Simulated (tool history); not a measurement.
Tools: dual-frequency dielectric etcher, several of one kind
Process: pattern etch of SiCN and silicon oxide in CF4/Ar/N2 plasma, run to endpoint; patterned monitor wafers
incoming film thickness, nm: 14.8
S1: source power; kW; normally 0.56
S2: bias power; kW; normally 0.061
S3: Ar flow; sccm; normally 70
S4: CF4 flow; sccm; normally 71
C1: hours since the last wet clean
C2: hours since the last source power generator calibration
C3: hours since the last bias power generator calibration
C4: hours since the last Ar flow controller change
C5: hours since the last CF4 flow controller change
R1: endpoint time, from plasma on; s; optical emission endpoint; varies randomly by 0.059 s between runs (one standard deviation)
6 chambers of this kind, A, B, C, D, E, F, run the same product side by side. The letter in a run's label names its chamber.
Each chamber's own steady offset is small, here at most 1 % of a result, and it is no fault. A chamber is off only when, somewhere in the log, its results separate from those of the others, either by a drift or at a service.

run	hour	S1	S2	S3	S4	C1	C2	C3	C4	C5	R1
# hour 3.9: chamber A: wet clean of the chamber
1F	10.9	0.56	0.061	70	71	202.1	1618.6	2067.6	1924.8	746.1	14.129
2E	18.1	0.56	0.061	70	71	98.2	3213.7	1200.4	2137	571.5	14.082
3C	27.9	0.56	0.061	70	71	134.3	2836	2758.2	2810.6	529.3	13.997
4B	38.1	0.56	0.061	70	71	85	254.7	845.8	2543.1	3055.1	14.214
5A	45	0.56	0.061	70	71	41.2	1127.3	714.8	1454.6	4186.4	14.148
6D	56.3	0.56	0.061	70	71	390.2	3877	635.8	4178.9	1800.1	14.199
7E	64	0.56	0.061	70	71	144.1	3259.6	1246.3	2182.9	617.4	14.06
8A	75.4	0.56	0.061	70	71	71.6	1157.7	745.2	1485	4216.8	14.212
9B	85.7	0.56	0.061	70	71	132.6	302.3	893.4	2590.7	3102.7	14.143
10D	94.9	0.56	0.061	70	71	428.8	3915.6	674.4	4217.5	1838.7	14.147
11F	105.9	0.56	0.048	70	71	297.1	1713.6	2162.6	2019.8	841.1	15.135
# hour 110.1: chamber D: wet clean of the chamber
12C	111.3	0.56	0.048	70	71	217.7	2919.4	2841.6	2894	612.7	15.108
13A	121.6	0.56	0.048	70	71	117.8	1203.9	791.4	1531.2	4263	15.258
14D	128.4	0.56	0.048	70	71	18.3	3949.1	707.9	4251	1872.2	15.118
15C	134.4	0.56	0.048	70	71	240.8	2942.5	2864.7	2917.1	635.8	15.04
16F	145.4	0.56	0.048	70	71	336.6	1753.1	2202.1	2059.3	880.6	15.2
17E	157.5	0.56	0.061	70	71	237.6	3353.1	1339.8	2276.4	710.9	14.143
18B	165.9	0.56	0.061	70	71	212.8	382.5	973.6	2670.9	3182.9	14.192
19D	174.8	0.56	0.061	70	77	64.7	3995.5	754.3	4297.4	1918.6	14.017
20F	181	0.56	0.061	70	77	372.2	1788.7	2237.7	2094.9	916.2	13.971
21E	191.3	0.56	0.061	70	77	271.4	3386.9	1373.6	2310.2	744.7	13.946
22C	197.6	0.56	0.061	70	77	304	3005.7	2927.9	2980.3	699	13.864
23A	209.1	0.56	0.061	70	77	205.3	1291.4	878.9	1618.7	4350.5	14.033
24B	218.1	0.56	0.061	70	77	265	434.7	1025.8	2723.1	3235.1	14.018
# hour 227.2: chamber F: wet clean of the chamber
25E	227.2	0.56	0.061	70	71	307.3	3422.8	1409.5	2346.1	780.6	14.138
# hour 230.9: chamber C: bias power generator calibrated
26A	233.2	0.56	0.061	70	71	229.4	1315.5	903	1642.8	4374.6	14.186
27F	238.7	0.56	0.061	70	71	11.6	1846.4	2295.4	2152.6	973.9	14.158
28C	247	0.56	0.061	70	71	353.4	3055.1	16.1	3029.7	748.4	13.979
29D	254.3	0.56	0.061	70	71	144.2	4075	833.8	4376.9	1998.1	14.188
30B	262.9	0.56	0.061	70	61	309.8	479.5	1070.6	2767.9	3279.9	14.485
# hour 263.1: chamber C: wet clean of the chamber
31C	270.3	0.56	0.061	70	61	7.2	3078.4	39.4	3053	771.7	14.367
32F	281.9	0.56	0.061	70	61	54.8	1889.6	2338.6	2195.8	1017.1	14.489
33E	293.5	0.56	0.061	70	61	373.6	3489.1	1475.8	2412.4	846.9	14.547
34D	301.1	0.56	0.061	70	61	191	4121.8	880.6	4423.7	2044.9	14.453
35B	313.2	0.56	0.061	70	61	360.1	529.8	1120.9	2818.2	3330.2	14.565
36A	320.4	0.56	0.061	70	71	316.6	1402.7	990.2	1730	4461.8	14.296
37D	329.9	0.56	0.061	70	71	219.8	4150.6	909.4	4452.5	2073.7	14.14
# hour 339.6: chamber F: source power generator calibrated
38C	340.8	0.56	0.061	70	71	77.7	3148.9	109.9	3123.5	842.2	14.071
39F	346.5	0.56	0.061	70	71	119.4	6.9	2403.2	2260.4	1081.7	14.135
40B	353.7	0.56	0.061	70	71	400.6	570.3	1161.4	2858.7	3370.7	14.202
# hour 356.6: chamber E: bias power generator calibrated
41A	363	0.56	0.061	70	71	359.2	1445.3	1032.8	1772.6	4504.4	14.206
42E	371.3	0.64	0.061	70	54	451.4	3566.9	14.8	2490.2	924.7	13.071

All chambers now run identical settings, listed one chamber a line with results as question marks. What results will each chamber show?
43A	380	0.56	0.061	70	71						?
43B	380	0.56	0.061	70	71						?
43C	380	0.56	0.061	70	71						?
43D	380	0.56	0.061	70	71						?
43E	380	0.56	0.061	70	71						?
43F	380	0.56	0.061	70	71						?

run	R1
43A	14.071
43B	14.23
43C	13.991
43D	14.072
43E	14.036
43F	14.079

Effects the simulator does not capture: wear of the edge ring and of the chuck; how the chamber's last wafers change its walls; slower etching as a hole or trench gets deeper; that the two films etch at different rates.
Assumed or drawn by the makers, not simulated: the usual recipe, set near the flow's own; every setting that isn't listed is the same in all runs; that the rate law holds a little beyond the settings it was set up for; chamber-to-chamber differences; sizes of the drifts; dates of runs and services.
